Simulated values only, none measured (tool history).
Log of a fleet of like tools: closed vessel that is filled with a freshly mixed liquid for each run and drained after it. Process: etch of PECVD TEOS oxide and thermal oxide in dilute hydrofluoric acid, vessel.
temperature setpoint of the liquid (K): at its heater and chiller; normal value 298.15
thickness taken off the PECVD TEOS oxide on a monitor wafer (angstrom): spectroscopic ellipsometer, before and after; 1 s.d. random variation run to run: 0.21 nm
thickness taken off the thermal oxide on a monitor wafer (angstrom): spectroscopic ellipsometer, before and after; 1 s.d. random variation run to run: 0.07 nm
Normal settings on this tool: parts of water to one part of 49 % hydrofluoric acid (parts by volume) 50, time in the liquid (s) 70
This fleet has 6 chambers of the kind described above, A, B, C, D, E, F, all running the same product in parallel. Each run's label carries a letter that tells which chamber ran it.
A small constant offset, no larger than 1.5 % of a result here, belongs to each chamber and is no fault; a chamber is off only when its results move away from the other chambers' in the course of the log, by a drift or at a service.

run	hour	temperature setpoint of the liquid (K)	parts of water to one part of 49 % hydrofluoric acid (parts by volume)	time in the liquid (s)	read-back film thickness of the PECVD TEOS oxide reference wafer, read on the same gauge (nm)	read-back film thickness of the thermal oxide reference wafer, read on the same gauge (nm)	thickness taken off the PECVD TEOS oxide on a monitor wafer (angstrom)	thickness taken off the thermal oxide on a monitor wafer (angstrom)
1E	11.3	298.15	50	70	79.991	49.978	376.31	75.725
# hour 20.8: chamber D: hydrofluoric acid flow meter replaced
2D	21.5	298.15	50	70	79.976	49.978	377.01	73.599
3C	36.2	298.15	50	70	79.967	49.975	370.21	74.945
4F	48.3	298.15	50	70	79.976	50.029	382.43	74.889
5A	58.7	298.15	50	70	79.962	49.995	371.75	74.790
6B	69.5	298.15	50	70	80.054	50.019	380.11	73.895
# hour 76.6: chamber A: thermometer replaced
7B	82.0	298.15	50	70	80.029	50.015	382.61	74.896
8A	90.2	298.15	50	70	80.037	50.029	377.31	74.796
# hour 91.0: chamber C: hydrofluoric acid flow meter replaced
9C	102.6	298.15	50	70	79.998	50.034	373.64	74.146
10E	109.2	298.15	50	70	79.961	50.048	370.50	76.337
11D	120.9	298.15	50	70	79.966	49.978	376.13	74.379
12F	135.4	298.15	50	70	79.986	49.968	382.37	74.778
13E	146.6	298.15	50	70	80.012	50.013	377.43	75.289
14B	153.6	298.15	50	70	80.035	50.033	385.29	74.783
15C	168.2	298.15	50	70	79.972	49.985	377.22	73.639
16F	180.0	302.15	25	70	80.002	49.957	920.62	181.820
# hour 189.7: chamber B: hydrofluoric acid flow meter replaced
17A	193.9	302.15	25	70	80.006	50.031	919.31	181.370
# hour 194.2: chamber F: hydrofluoric acid flow meter replaced
18D	206.4	302.15	25	70	80.003	50.013	900.41	178.270
19A	216.3	302.15	25	70	79.976	50.012	922.03	182.560
20B	223.6	302.15	25	70	80.012	49.992	918.51	181.910
21E	235.4	302.15	25	70	79.960	49.997	914.21	184.570
22D	244.5	298.15	50	70	79.953	50.037	373.46	75.854
23F	251.0	298.15	50	70	80.016	50.017	375.84	75.905
24C	264.4	294.65	25	70	80.012	50.024	674.64	133.810
25F	273.1	294.65	25	70	80.014	49.990	671.71	129.680
26A	283.7	294.65	25	70	79.999	49.965	672.24	132.910
27B	294.3	294.65	25	70	80.008	50.000	674.58	134.490
28D	307.7	294.65	25	70	79.964	50.012	663.10	130.280
29C	319.5	294.65	25	70	79.980	50.010	675.12	135.060
30E	330.4	298.15	50	70	80.004	50.009	375.35	76.096
31F	337.4	298.15	50	70	79.968	49.994	380.19	73.352
32C	344.0	298.15	50	70	80.000	49.948	375.35	75.590
33D	352.5	298.15	50	70	80.006	49.982	380.47	74.131
34B	363.6	298.15	50	70	80.007	49.980	380.18	75.556
35E	374.6	298.15	50	70	80.019	49.991	374.05	74.285
36A	387.2	298.15	50	70	79.956	49.980	376.61	73.602
37D	400.3	298.15	50	70	80.042	49.980	381.43	73.752
38B	412.3	298.15	50	70	79.961	50.001	379.91	74.196
39E	419.7	298.15	50	70	80.020	49.986	369.92	74.062
40A	431.3	298.15	50	70	80.004	50.005	375.93	75.504
41F	440.6	298.15	50	70	79.983	49.963	381.41	74.378
42C	454.7	298.15	50	70	80.010	50.000	371.09	74.319
43B	464.3	298.15	50	70	80.025	49.973	383.49	75.477

All 6 chambers run these settings next. Forecast each chamber's results:
44A	474.9	298.15	70	70			?	?
44B	474.9	298.15	70	70			?	?
44C	474.9	298.15	70	70			?	?
44D	474.9	298.15	70	70			?	?
44E	474.9	298.15	70	70			?	?
44F	474.9	298.15	70	70			?	?

run	thickness taken off the PECVD TEOS oxide on a monitor wafer (angstrom)	thickness taken off the thermal oxide on a monitor wafer (angstrom)
44A	258.18	52.024
44B	264.84	52.015
44C	258.19	52.130
44D	265.35	52.028
44E	261.32	52.305
44F	264.72	52.071
